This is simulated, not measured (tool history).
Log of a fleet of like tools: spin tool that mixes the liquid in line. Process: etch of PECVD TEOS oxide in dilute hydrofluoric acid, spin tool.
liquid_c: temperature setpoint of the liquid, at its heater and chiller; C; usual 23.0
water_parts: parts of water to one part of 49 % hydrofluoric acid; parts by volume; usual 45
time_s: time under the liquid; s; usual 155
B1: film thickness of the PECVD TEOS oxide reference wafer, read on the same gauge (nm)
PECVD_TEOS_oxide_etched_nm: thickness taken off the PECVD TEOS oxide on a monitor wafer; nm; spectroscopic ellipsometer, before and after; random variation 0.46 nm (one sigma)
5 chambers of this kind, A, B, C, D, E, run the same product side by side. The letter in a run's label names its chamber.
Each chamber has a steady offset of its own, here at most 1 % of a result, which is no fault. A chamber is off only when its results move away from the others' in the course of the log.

{"run": "1E", "hour": 7.5, "liquid_c": 23.0, "water_parts": 45, "time_s": 155, "B1": 89.988, "PECVD_TEOS_oxide_etched_nm": 51.12}
{"run": "2D", "hour": 16.1, "liquid_c": 23.0, "water_parts": 45, "time_s": 155, "B1": 89.992, "PECVD_TEOS_oxide_etched_nm": 49.562}
{"run": "3A", "hour": 24.5, "liquid_c": 23.0, "water_parts": 45, "time_s": 155, "B1": 90.013, "PECVD_TEOS_oxide_etched_nm": 51.499}
{"run": "4C", "hour": 38.4, "liquid_c": 23.0, "water_parts": 45, "time_s": 155, "B1": 90.004, "PECVD_TEOS_oxide_etched_nm": 50.074}
{"run": "5B", "hour": 49.7, "liquid_c": 21.5, "water_parts": 45, "time_s": 155, "B1": 90.004, "PECVD_TEOS_oxide_etched_nm": 47.643}
{"run": "6C", "hour": 62.7, "liquid_c": 21.5, "water_parts": 45, "time_s": 155, "B1": 89.993, "PECVD_TEOS_oxide_etched_nm": 47.351}
{"run": "7D", "hour": 75.3, "liquid_c": 21.5, "water_parts": 45, "time_s": 155, "B1": 90.004, "PECVD_TEOS_oxide_etched_nm": 46.807}
{"run": "8A", "hour": 89.7, "liquid_c": 21.5, "water_parts": 45, "time_s": 155, "B1": 89.988, "PECVD_TEOS_oxide_etched_nm": 47.569}
{"run": "9E", "hour": 103.0, "liquid_c": 21.5, "water_parts": 45, "time_s": 155, "B1": 90.004, "PECVD_TEOS_oxide_etched_nm": 48.886}
{"run": "10B", "hour": 109.4, "liquid_c": 23.0, "water_parts": 45, "time_s": 155, "B1": 89.991, "PECVD_TEOS_oxide_etched_nm": 51.37}
{"run": "11B", "hour": 116.0, "liquid_c": 23.0, "water_parts": 45, "time_s": 155, "B1": 89.989, "PECVD_TEOS_oxide_etched_nm": 51.397}
{"run": "12C", "hour": 126.2, "liquid_c": 23.0, "water_parts": 45, "time_s": 155, "B1": 89.997, "PECVD_TEOS_oxide_etched_nm": 50.467}
{"run": "13A", "hour": 139.2, "liquid_c": 23.0, "water_parts": 45, "time_s": 155, "B1": 90.007, "PECVD_TEOS_oxide_etched_nm": 50.495}
{"run": "14D", "hour": 147.8, "liquid_c": 23.0, "water_parts": 45, "time_s": 155, "B1": 90.018, "PECVD_TEOS_oxide_etched_nm": 49.816}
{"run": "15E", "hour": 156.4, "liquid_c": 23.0, "water_parts": 45, "time_s": 155, "B1": 89.984, "PECVD_TEOS_oxide_etched_nm": 50.992}
{"run": "16E", "hour": 167.4, "liquid_c": 23.0, "water_parts": 45, "time_s": 155, "B1": 90.009, "PECVD_TEOS_oxide_etched_nm": 51.243}
{"run": "17B", "hour": 177.7, "liquid_c": 23.0, "water_parts": 45, "time_s": 155, "B1": 90.002, "PECVD_TEOS_oxide_etched_nm": 52.259}
{"run": "18D", "hour": 188.8, "liquid_c": 23.0, "water_parts": 45, "time_s": 155, "B1": 89.982, "PECVD_TEOS_oxide_etched_nm": 50.226}
{"run": "19C", "hour": 201.3, "liquid_c": 23.0, "water_parts": 45, "time_s": 155, "B1": 89.986, "PECVD_TEOS_oxide_etched_nm": 50.438}
{"run": "20A", "hour": 209.5, "liquid_c": 23.0, "water_parts": 45, "time_s": 155, "B1": 90.011, "PECVD_TEOS_oxide_etched_nm": 50.79}
{"run": "21B", "hour": 222.8, "liquid_c": 23.0, "water_parts": 45, "time_s": 155, "B1": 90.008, "PECVD_TEOS_oxide_etched_nm": 53.575}
{"run": "22D", "hour": 230.4, "liquid_c": 23.0, "water_parts": 45, "time_s": 155, "B1": 90.006, "PECVD_TEOS_oxide_etched_nm": 50.86}
{"run": "23A", "hour": 238.3, "liquid_c": 23.0, "water_parts": 45, "time_s": 155, "B1": 89.985, "PECVD_TEOS_oxide_etched_nm": 50.597}
{"run": "24E", "hour": 244.8, "liquid_c": 23.0, "water_parts": 45, "time_s": 190, "B1": 90.015, "PECVD_TEOS_oxide_etched_nm": 62.239}
{"hour": 251.2, "done": "chamber E: thermometer replaced"}
{"run": "25C", "hour": 258.4, "liquid_c": 23.0, "water_parts": 45, "time_s": 190, "B1": 89.974, "PECVD_TEOS_oxide_etched_nm": 61.673}
{"run": "26E", "hour": 271.6, "liquid_c": 23.0, "water_parts": 45, "time_s": 190, "B1": 90.004, "PECVD_TEOS_oxide_etched_nm": 62.613}
{"run": "27A", "hour": 284.3, "liquid_c": 23.0, "water_parts": 45, "time_s": 190, "B1": 90.009, "PECVD_TEOS_oxide_etched_nm": 62.722}
{"run": "28B", "hour": 297.9, "liquid_c": 23.0, "water_parts": 45, "time_s": 190, "B1": 89.995, "PECVD_TEOS_oxide_etched_nm": 64.752}
{"run": "29C", "hour": 311.7, "liquid_c": 23.0, "water_parts": 45, "time_s": 155, "B1": 90.032, "PECVD_TEOS_oxide_etched_nm": 50.429}
{"run": "30D", "hour": 319.6, "liquid_c": 21.0, "water_parts": 35, "time_s": 155, "B1": 89.997, "PECVD_TEOS_oxide_etched_nm": 60.051}
{"run": "31C", "hour": 329.4, "liquid_c": 21.0, "water_parts": 35, "time_s": 155, "B1": 89.994, "PECVD_TEOS_oxide_etched_nm": 59.499}
{"run": "32A", "hour": 342.0, "liquid_c": 21.0, "water_parts": 35, "time_s": 155, "B1": 89.989, "PECVD_TEOS_oxide_etched_nm": 62.946}
{"run": "33D", "hour": 348.9, "liquid_c": 21.0, "water_parts": 35, "time_s": 155, "B1": 89.989, "PECVD_TEOS_oxide_etched_nm": 59.481}
{"run": "34E", "hour": 356.4, "liquid_c": 21.0, "water_parts": 35, "time_s": 155, "B1": 90.002, "PECVD_TEOS_oxide_etched_nm": 61.886}

All 5 chambers run these settings next. Forecast each chamber's results:
{"run": "35A", "hour": 366.7, "liquid_c": 23.0, "water_parts": 45, "time_s": 155, "PECVD_TEOS_oxide_etched_nm": "?"}
{"run": "35B", "hour": 366.7, "liquid_c": 23.0, "water_parts": 45, "time_s": 155, "PECVD_TEOS_oxide_etched_nm": "?"}
{"run": "35C", "hour": 366.7, "liquid_c": 23.0, "water_parts": 45, "time_s": 155, "PECVD_TEOS_oxide_etched_nm": "?"}
{"run": "35D", "hour": 366.7, "liquid_c": 23.0, "water_parts": 45, "time_s": 155, "PECVD_TEOS_oxide_etched_nm": "?"}
{"run": "35E", "hour": 366.7, "liquid_c": 23.0, "water_parts": 45, "time_s": 155, "PECVD_TEOS_oxide_etched_nm": "?"}

run=35A PECVD_TEOS_oxide_etched_nm=52.338
run=35B PECVD_TEOS_oxide_etched_nm=54.749
run=35C PECVD_TEOS_oxide_etched_nm=50.537
run=35D PECVD_TEOS_oxide_etched_nm=50.339
run=35E PECVD_TEOS_oxide_etched_nm=50.226
